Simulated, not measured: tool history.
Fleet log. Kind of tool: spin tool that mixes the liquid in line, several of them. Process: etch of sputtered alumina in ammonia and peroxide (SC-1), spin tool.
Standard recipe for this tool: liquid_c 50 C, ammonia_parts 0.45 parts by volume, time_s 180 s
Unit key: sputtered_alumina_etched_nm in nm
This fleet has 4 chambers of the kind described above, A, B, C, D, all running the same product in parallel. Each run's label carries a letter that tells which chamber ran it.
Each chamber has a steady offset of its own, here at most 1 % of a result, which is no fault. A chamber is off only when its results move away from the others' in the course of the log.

run	hour	liquid_c	ammonia_parts	time_s	hours since the thermometer was replaced	hours since the ammonia flow meter was replaced	hours since the heated supply line was repaired	hours since the drum of ammonia solution was connected	read-back film thickness of the sputtered alumina reference wafer, read on the same gauge (nm)	sputtered_alumina_etched_nm
1C	6.3	50	0.45	180	1982.3	1177.7	571.5	300	120.01	8.5632
2B	10.6	50	0.45	180	1873	651.7	1467.6	268.8	120.02	8.4837
3D	17.9	50	0.45	180	784.5	1000.6	815.5	702	120	8.4455
4A	26.6	50	0.45	180	1366.9	629.3	131.6	587.9	120	8.4536
5A	34.8	50	0.45	180	1375.1	637.5	139.8	596.1	119.99	8.5081
# hour 39.5: chamber B: ammonia flow meter replaced
6B	42.4	50	0.45	180	1904.8	3	1499.4	300.6	119.98	8.5577
7D	46.7	50	0.45	180	813.3	1029.4	844.3	730.8	119.99	8.3024
# hour 47.5: chamber A: new drum of ammonia solution connected
8C	51.1	50	0.45	180	2027.1	1222.5	616.3	344.8	120	8.4945
9B	56.3	50	0.45	180	1918.7	16.9	1513.3	314.5	119.99	8.6336
10D	65	56.5	0.3	180	831.6	1047.7	862.6	749.1	120.01	11.223
11C	71.1	56.5	0.3	180	2047.1	1242.5	636.3	364.8	120.05	11.514
12A	79.6	56.5	0.3	180	1419.9	682.3	184.6	32.2	119.99	11.507
13B	86.4	56.5	0.3	180	1948.8	47	1543.4	344.6	120.01	11.697
14C	91.9	50	0.45	180	2067.9	1263.3	657.1	385.6	120	8.4543
15D	97.4	50	0.45	180	864	1080.1	895	781.5	120	8.1195
16A	104.8	50	0.45	180	1445.1	707.5	209.8	57.4	119.97	8.3951
17C	110.4	50	0.45	180	2086.4	1281.8	675.6	404.1	119.99	8.3369
18B	115.8	50	0.45	180	1978.2	76.4	1572.8	374	119.99	8.4562
19A	120.4	50	0.45	120	1460.7	723.1	225.4	73	119.98	5.6809
20D	126.9	50	0.45	120	893.5	1109.6	924.5	811	120.03	5.4352
21A	133.7	50	0.45	120	1474	736.4	238.7	86.3	119.97	5.5284
22B	139.3	50	0.45	120	2001.7	99.9	1596.3	397.5	119.99	5.6725
23C	144.6	50	0.45	180	2120.6	1316	709.8	438.3	120.01	8.4139
24D	152.8	50	0.45	180	919.4	1135.5	950.4	836.9	119.97	7.9597
# hour 158.4: chamber D: new drum of ammonia solution connected
25A	159.9	50	0.45	180	1500.2	762.6	264.9	112.5	120.01	8.4731
26D	166.1	50	0.45	180	932.7	1148.8	963.7	7.7	120.03	7.9254
27B	172.7	50	0.45	180	2035.1	133.3	1629.7	430.9	119.98	8.5939
28C	177.1	50	0.45	180	2153.1	1348.5	742.3	470.8	120.01	8.453
29C	181	50	0.45	180	2157	1352.4	746.2	474.7	120.01	8.4671
30B	185.6	50	0.45	180	2048	146.2	1642.6	443.8	120.02	8.581
31D	189.9	50	0.45	180	956.5	1172.6	987.5	31.5	120.04	7.7817
32A	195.4	50	0.45	180	1535.7	798.1	300.4	148	120	8.5141
33B	199.5	50	0.45	180	2061.9	160.1	1656.5	457.7	119.99	8.5688
34C	206.3	50	0.45	180	2182.3	1377.7	771.5	500	120.02	8.4519
35A	214.6	50	0.45	180	1554.9	817.3	319.6	167.2	119.98	8.3411
36D	220.1	50	0.45	180	986.7	1202.8	1017.7	61.7	119.99	7.7591
37B	224.4	50	0.45	180	2086.8	185	1681.4	482.6	120.03	8.5053

Each of the 4 chambers runs these same settings next. Fill in every chamber's results:
38A	230.7	50	0.45	180						?
38B	230.7	50	0.45	180						?
38C	230.7	50	0.45	180						?
38D	230.7	50	0.45	180						?

run	sputtered_alumina_etched_nm
38A	8.4098
38B	8.4956
38C	8.3466
38D	7.7375

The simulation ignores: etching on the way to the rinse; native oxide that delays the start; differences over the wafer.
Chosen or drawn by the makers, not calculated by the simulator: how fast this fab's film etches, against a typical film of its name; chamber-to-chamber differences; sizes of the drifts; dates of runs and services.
